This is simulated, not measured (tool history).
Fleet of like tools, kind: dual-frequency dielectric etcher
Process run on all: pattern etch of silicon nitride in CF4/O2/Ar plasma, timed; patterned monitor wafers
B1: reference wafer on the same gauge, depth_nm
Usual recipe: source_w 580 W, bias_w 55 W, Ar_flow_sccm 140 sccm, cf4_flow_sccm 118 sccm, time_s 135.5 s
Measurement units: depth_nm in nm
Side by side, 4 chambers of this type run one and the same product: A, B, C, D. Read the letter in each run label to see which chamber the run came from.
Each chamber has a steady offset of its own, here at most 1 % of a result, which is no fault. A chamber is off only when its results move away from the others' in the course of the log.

run 1A hour=3.8 | source_w=580 bias_w=55 Ar_flow_sccm=140 cf4_flow_sccm=118 time_s=135.5 | B1=319.04 | depth_nm=294.92
run 2D hour=7.5 | source_w=580 bias_w=55 Ar_flow_sccm=140 cf4_flow_sccm=118 time_s=135.5 | B1=318.91 | depth_nm=296.26
run 3B hour=11.4 | source_w=580 bias_w=55 Ar_flow_sccm=140 cf4_flow_sccm=118 time_s=135.5 | B1=318.83 | depth_nm=297.58
run 4C hour=15.0 | source_w=580 bias_w=55 Ar_flow_sccm=140 cf4_flow_sccm=118 time_s=135.5 | B1=318.89 | depth_nm=295.59
-- hour=16.2 chamber B: wet clean of the chamber
run 5C hour=19.5 | source_w=580 bias_w=55 Ar_flow_sccm=140 cf4_flow_sccm=118 time_s=135.5 | B1=318.78 | depth_nm=295.33
run 6D hour=22.7 | source_w=580 bias_w=55 Ar_flow_sccm=140 cf4_flow_sccm=118 time_s=135.5 | B1=318.65 | depth_nm=295.88
run 7B hour=26.3 | source_w=580 bias_w=55 Ar_flow_sccm=140 cf4_flow_sccm=118 time_s=135.5 | B1=318.65 | depth_nm=296.58
run 8A hour=30.6 | source_w=580 bias_w=55 Ar_flow_sccm=140 cf4_flow_sccm=118 time_s=135.5 | B1=318.54 | depth_nm=294.60
run 9C hour=35.5 | source_w=580 bias_w=55 Ar_flow_sccm=140 cf4_flow_sccm=118 time_s=135.5 | B1=318.40 | depth_nm=295.51
run 10D hour=39.6 | source_w=580 bias_w=49 Ar_flow_sccm=140 cf4_flow_sccm=118 time_s=135.5 | B1=318.41 | depth_nm=283.05
run 11A hour=42.2 | source_w=580 bias_w=49 Ar_flow_sccm=140 cf4_flow_sccm=118 time_s=135.5 | B1=318.44 | depth_nm=281.72
run 12B hour=46.7 | source_w=580 bias_w=49 Ar_flow_sccm=140 cf4_flow_sccm=118 time_s=135.5 | B1=318.39 | depth_nm=284.69
run 13B hour=49.3 | source_w=580 bias_w=49 Ar_flow_sccm=140 cf4_flow_sccm=118 time_s=135.5 | B1=318.17 | depth_nm=283.40
run 14D hour=53.1 | source_w=580 bias_w=42 Ar_flow_sccm=162 cf4_flow_sccm=118 time_s=135.5 | B1=318.28 | depth_nm=261.32
run 15C hour=56.6 | source_w=580 bias_w=42 Ar_flow_sccm=162 cf4_flow_sccm=118 time_s=135.5 | B1=318.14 | depth_nm=260.69
run 16A hour=59.6 | source_w=580 bias_w=42 Ar_flow_sccm=162 cf4_flow_sccm=118 time_s=135.5 | B1=318.20 | depth_nm=260.76
run 17A hour=62.8 | source_w=580 bias_w=42 Ar_flow_sccm=162 cf4_flow_sccm=118 time_s=135.5 | B1=318.15 | depth_nm=260.33
run 18B hour=66.3 | source_w=580 bias_w=55 Ar_flow_sccm=140 cf4_flow_sccm=118 time_s=135.5 | B1=317.93 | depth_nm=296.47
run 19C hour=69.5 | source_w=580 bias_w=55 Ar_flow_sccm=140 cf4_flow_sccm=118 time_s=135.5 | B1=318.04 | depth_nm=295.56
run 20D hour=72.8 | source_w=580 bias_w=55 Ar_flow_sccm=140 cf4_flow_sccm=118 time_s=135.5 | B1=318.03 | depth_nm=294.11
run 21B hour=75.7 | source_w=580 bias_w=55 Ar_flow_sccm=140 cf4_flow_sccm=118 time_s=135.5 | B1=317.71 | depth_nm=296.74
run 22A hour=80.6 | source_w=580 bias_w=55 Ar_flow_sccm=140 cf4_flow_sccm=118 time_s=135.5 | B1=317.67 | depth_nm=294.08
run 23C hour=84.1 | source_w=580 bias_w=64 Ar_flow_sccm=140 cf4_flow_sccm=118 time_s=104.5 | B1=317.61 | depth_nm=240.76
run 24D hour=86.4 | source_w=580 bias_w=64 Ar_flow_sccm=140 cf4_flow_sccm=118 time_s=104.5 | B1=317.65 | depth_nm=240.61
run 25A hour=90.7 | source_w=580 bias_w=64 Ar_flow_sccm=140 cf4_flow_sccm=118 time_s=104.5 | B1=317.68 | depth_nm=240.28
run 26D hour=94.8 | source_w=580 bias_w=64 Ar_flow_sccm=140 cf4_flow_sccm=118 time_s=104.5 | B1=317.57 | depth_nm=239.93
run 27B hour=97.0 | source_w=580 bias_w=55 Ar_flow_sccm=140 cf4_flow_sccm=118 time_s=135.5 | B1=317.59 | depth_nm=296.49
run 28C hour=101.0 | source_w=580 bias_w=55 Ar_flow_sccm=140 cf4_flow_sccm=118 time_s=135.5 | B1=317.48 | depth_nm=294.64
run 29D hour=104.1 | source_w=580 bias_w=55 Ar_flow_sccm=140 cf4_flow_sccm=118 time_s=135.5 | B1=317.39 | depth_nm=294.57
-- hour=106.5 chamber A: wet clean of the chamber
run 30C hour=108.7 | source_w=580 bias_w=55 Ar_flow_sccm=140 cf4_flow_sccm=118 time_s=135.5 | B1=317.37 | depth_nm=294.94
run 31A hour=111.9 | source_w=490 bias_w=55 Ar_flow_sccm=140 cf4_flow_sccm=118 time_s=153.5 | B1=317.37 | depth_nm=287.46
run 32B hour=114.4 | source_w=490 bias_w=55 Ar_flow_sccm=140 cf4_flow_sccm=118 time_s=153.5 | B1=317.20 | depth_nm=290.00
run 33A hour=119.0 | source_w=490 bias_w=55 Ar_flow_sccm=140 cf4_flow_sccm=118 time_s=153.5 | B1=317.30 | depth_nm=286.58
run 34D hour=122.0 | source_w=490 bias_w=55 Ar_flow_sccm=140 cf4_flow_sccm=118 time_s=153.5 | B1=317.17 | depth_nm=286.79
run 35C hour=124.5 | source_w=580 bias_w=55 Ar_flow_sccm=140 cf4_flow_sccm=118 time_s=135.5 | B1=317.31 | depth_nm=293.78
run 36B hour=129.4 | source_w=580 bias_w=55 Ar_flow_sccm=140 cf4_flow_sccm=118 time_s=135.5 | B1=316.89 | depth_nm=296.16
run 37A hour=132.2 | source_w=580 bias_w=55 Ar_flow_sccm=140 cf4_flow_sccm=118 time_s=135.5 | B1=316.97 | depth_nm=292.68
run 38D hour=136.7 | source_w=580 bias_w=55 Ar_flow_sccm=140 cf4_flow_sccm=118 time_s=135.5 | B1=316.92 | depth_nm=293.88

Which is it: a chamber that has drifted or been left off by a service, a gauge drift common to all chambers, or only each chamber's usual small offset? If a chamber is off, name it and its likeliest cause.

It is the gauge, not a chamber: its drift shows up in every chamber's results at once, and no chamber is off.
Most likely cause: gauge reads low (%) = 0.659.
